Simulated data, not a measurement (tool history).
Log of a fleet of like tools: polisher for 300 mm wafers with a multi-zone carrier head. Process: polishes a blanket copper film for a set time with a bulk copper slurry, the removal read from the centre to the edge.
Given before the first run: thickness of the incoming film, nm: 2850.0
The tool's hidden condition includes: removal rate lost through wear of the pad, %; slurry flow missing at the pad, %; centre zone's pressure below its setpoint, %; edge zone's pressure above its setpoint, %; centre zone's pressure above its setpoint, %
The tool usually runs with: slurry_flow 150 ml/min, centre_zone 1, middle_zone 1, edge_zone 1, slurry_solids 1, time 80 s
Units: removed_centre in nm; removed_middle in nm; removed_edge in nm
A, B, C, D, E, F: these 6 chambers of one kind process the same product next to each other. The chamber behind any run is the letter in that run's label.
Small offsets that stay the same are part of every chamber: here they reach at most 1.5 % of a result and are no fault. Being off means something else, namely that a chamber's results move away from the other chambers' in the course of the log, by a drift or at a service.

run	hour	slurry_flow	centre_zone	middle_zone	edge_zone	slurry_solids	time	wafers polished on this pad	hours since the slurry nozzle was cleaned	hours since the centre zone pressure was calibrated	hours since the edge zone pressure was calibrated	removed_centre	removed_middle	removed_edge
1C	4.3	150	1	1	1	1	80	152	15.6	968.9	723.3	1006.6	992.47	1008.5
2B	8.3	150	1	1	1	1	80	922	507	781.3	449.2	980.35	967.97	989.49
3F	12	150	1	1	1	1	80	711	644	683.8	972.7	972.28	995.28	999.48
4E	16	150	1	1	1	1	80	598	102.6	380	464.2	998.37	977.53	957.7
5A	18.4	150	1	1	1	1	80	538	422.6	244.1	499.3	984.92	996.22	1002.9
# hour 20.7: chamber E: worn pad replaced by a new one
6D	21.6	150	1	1	1	1.15	80	706	384.7	358.4	1081.2	1039.1	1023	1049.4
# hour 24.7: chamber B: worn pad replaced by a new one
7C	26	150	1	1	1	1.15	80	343	37.3	990.6	745	1031.3	1024.8	1043.6
8D	28.9	150	1	1	1	1.15	80	771	392	365.7	1088.5	1009.5	1024.7	1045.6
# hour 29.8: chamber A: worn pad replaced by a new one
9F	33.2	150	1	1	1	1.15	80	898	665.2	705	993.9	1024.7	1011.3	1022.7
10B	35.5	150	1	1	1	1.15	80	95	534.2	808.5	476.4	1013.5	1025.3	1010
11E	38.5	150	1	1	1	1.15	80	157	125.1	402.5	486.7	1026.8	1021.9	1015.2
12A	41	150	1	1	1	1	80	98	445.2	266.7	521.9	993.49	990.72	983.13
13E	45.1	150	1	1	1	1	80	215	131.7	409.1	493.3	1015	995.81	989.63
14A	47.6	200	1	1	1.1	1	80	157	451.8	273.3	528.5	1048.9	1052.9	1080.2
15C	51.2	200	1	1	1.1	1	80	565	62.5	1015.8	770.2	1065.6	1048.3	1095.4
# hour 53.9: chamber F: worn pad replaced by a new one
16D	54.9	200	1	1	1.1	1	80	1000	418	391.7	1114.5	1045.4	1048.6	1089.1
17F	57.7	200	1	1	1.1	1	80	33	689.7	729.5	1018.4	1047.3	1043.9	1109.2
# hour 59.8: chamber F: edge zone pressure recalibrated
18B	59.9	200	1	1	1.1	1	80	310	558.6	832.9	500.8	1042.6	1030.6	1094.8
# hour 61.1: chamber E: centre zone pressure recalibrated
19D	63.4	200	1	1	1.1	1	80	1074	426.5	400.2	1123	1084.3	1051.5	1101.9
20B	67.4	150	1	1	1	1	80	376	566.1	840.4	508.3	997.4	982.53	985.96
21C	70.8	150	1	1	1	1	80	738	82.1	1035.4	789.8	977.45	989.97	994.06
22F	74.4	175	1	1	1	1	80	181	706.4	746.2	14.6	1006.3	1019.1	1024.8
23E	77.6	175	1	1	1	1	80	501	164.2	16.6	525.8	919.92	1013.2	1000.5
24A	82.4	175	1	1	1	1	80	463	486.6	308.1	563.3	1022.7	1027.9	1017.1
25F	86	175	1	1	1	1	80	283	718	757.8	26.2	1035	1027.5	1030.5
# hour 86.3: chamber A: worn pad replaced by a new one
# hour 87.5: chamber D: worn pad replaced by a new one
26E	90.2	175	1	1	1	1	80	612	176.8	29.2	538.4	915.65	1024.4	1000.4
27A	93.8	175	1	1	1	1	80	66	498	319.5	574.7	1017.8	1018.9	1005.7
28D	96	150	1	1	1	1	80	75	459.1	432.8	1155.6	998.25	999.45	1012.8
29B	98.8	150	1	1	1.06	1.15	80	652	597.5	871.8	539.7	1015.9	1021.9	1074
# hour 99.5: chamber E: worn pad replaced by a new one
30C	102.4	150	1	1	1.06	1.15	80	1016	113.7	1067	821.4	1006.2	1014.2	1062.4
31D	106	150	1	1	1.06	1.15	80	163	469.1	442.8	1165.6	1027.6	1034	1064.6
32C	109.1	150	1	1	1.06	1.15	80	1075	120.4	1073.7	828.1	1042.4	1023	1069.4
33F	112.7	150	1	1	1.06	1.15	80	518	744.7	784.5	52.9	1017.4	1013.5	1087.5
34E	116.4	150	1	1	1.06	1.15	80	149	203	55.4	564.6	927.6	1016.5	1032.5
35A	119.4	150	1	1	1	1	80	291	523.6	345.1	600.3	986.75	986.31	981.31
36B	123.2	150	1	1	1	1	80	867	621.9	896.2	564.1	982.45	982.27	984.06
37B	125.3	150	1	1	1	1	80	885	624	898.3	566.2	994.84	984.69	997.69
38A	127.8	150	1	1	1.06	1.2	80	365	532	353.5	608.7	1048.9	1037.9	1080.3

What goes on in this fleet: one chamber off, a drifting gauge, or nothing beyond the chambers' own small offsets? Name the chamber and the cause, if any.

Chamber E came out of a service off from its peers and stayed that way.
Most likely cause: centre zone's pressure below its setpoint, % = 8.06.

Which of the 4 candidates below, each the usual settings with something changed and its results left as question marks, puts chamber E back in line with what the other chambers give on the usual settings?
A result is in line if it is within this distance of the other chambers' mean on the usual settings: removed_centre 45 nm; removed_middle 22 nm; removed_edge 38 nm
39E-1	131.3	145	0.94	1.03	1.01	1	78					?	?	?
39E-2	131.3	155	1.06	0.97	0.99	1	82					?	?	?
39E-3	131.3	145	0.89	1.05	1.02	1	77					?	?	?
39E-4	131.3	155	1.11	0.95	0.98	1	83					?	?	?

The other chambers' mean on the usual settings: removed_centre 995.82 nm; removed_middle 992.23 nm; removed_edge 997.06 nm
run	removed_centre	removed_middle	removed_edge
39E-1	821.65	986.47	957.16
39E-2	1002.3	993.5	1005.7
39E-3	762.48	991.48	949.59
39E-4	1067.7	986.38	1012.8
39E-2 brings the chamber back in line.
